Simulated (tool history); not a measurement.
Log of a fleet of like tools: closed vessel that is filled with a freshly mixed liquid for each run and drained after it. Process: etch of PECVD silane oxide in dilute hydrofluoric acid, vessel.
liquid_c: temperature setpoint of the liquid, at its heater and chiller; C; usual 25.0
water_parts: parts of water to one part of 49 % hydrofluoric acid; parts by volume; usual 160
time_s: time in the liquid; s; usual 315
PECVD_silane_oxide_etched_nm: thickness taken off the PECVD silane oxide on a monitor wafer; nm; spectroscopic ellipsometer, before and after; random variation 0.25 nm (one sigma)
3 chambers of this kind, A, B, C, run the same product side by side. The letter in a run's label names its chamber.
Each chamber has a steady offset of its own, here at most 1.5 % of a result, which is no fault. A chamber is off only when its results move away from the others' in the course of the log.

run,hour,liquid_c,water_parts,time_s,"read-back film thickness of the PECVD silane oxide reference wafer, read on the same gauge (nm)",PECVD_silane_oxide_etched_nm
1A,6.8,25.0,160,315,89.984,56.912
2C,11.4,25.0,160,315,89.992,56.627
3B,15.1,25.0,160,315,89.976,57.727
4A,19.4,25.0,160,315,89.989,56.937
5C,26.3,25.0,225,315,90.016,37.204
6B,30.5,25.0,225,315,89.999,38.386
7C,36.6,25.0,225,315,89.994,37.184
8B,41.8,25.0,160,315,89.985,57.450
9A,45.9,25.0,160,315,90.016,57.366
10A,49.8,26.5,230,315,90.005,39.060
11B,54.5,26.5,230,315,90.003,39.596
12C,58.4,26.5,230,315,90.001,38.094
13B,63.5,25.0,160,315,90.010,57.329
14C,66.7,25.0,160,460,89.992,82.350
15A,70.8,25.0,160,460,90.009,83.825
16B,76.8,25.0,160,460,89.997,83.715
17C,80.0,25.0,160,315,90.010,56.246
18A,84.4,25.0,160,315,90.002,57.969
19A,91.3,25.0,160,315,90.009,57.743
20C,97.3,25.0,160,315,90.004,56.388
21B,101.1,25.0,160,315,90.000,57.924
22A,104.7,25.0,160,315,89.998,58.346

What goes on in this fleet: one chamber off, a drifting gauge, or nothing beyond the chambers' own small offsets? Name the chamber and the cause, if any.

Chamber A drifts away from the others.
Cause: liquid hotter than its thermometer reads (K) = 0.639.
The log may not tell that from: hydrofluoric acid flow above the setpoint (%).

Here are 4 candidates for chamber A's next run, each the usual settings with a change, their results left as question marks. Which one brings its results back in line with what the others give on the usual settings?
In line means no further than this from the other chambers' mean on the usual settings: PECVD_silane_oxide_etched_nm 0.870 nm
23A-1,109.9,25.5,160,315,,?
23A-2,109.9,25.0,155,320,,?
23A-3,109.9,24.5,160,315,,?
23A-4,109.9,25.0,165,310,,?

The other chambers' mean on the usual settings: PECVD_silane_oxide_etched_nm 57.001 nm
run,PECVD_silane_oxide_etched_nm
23A-1,59.282
23A-2,61.355
23A-3,57.109
23A-4,55.221
23A-3 brings the chamber back in line.

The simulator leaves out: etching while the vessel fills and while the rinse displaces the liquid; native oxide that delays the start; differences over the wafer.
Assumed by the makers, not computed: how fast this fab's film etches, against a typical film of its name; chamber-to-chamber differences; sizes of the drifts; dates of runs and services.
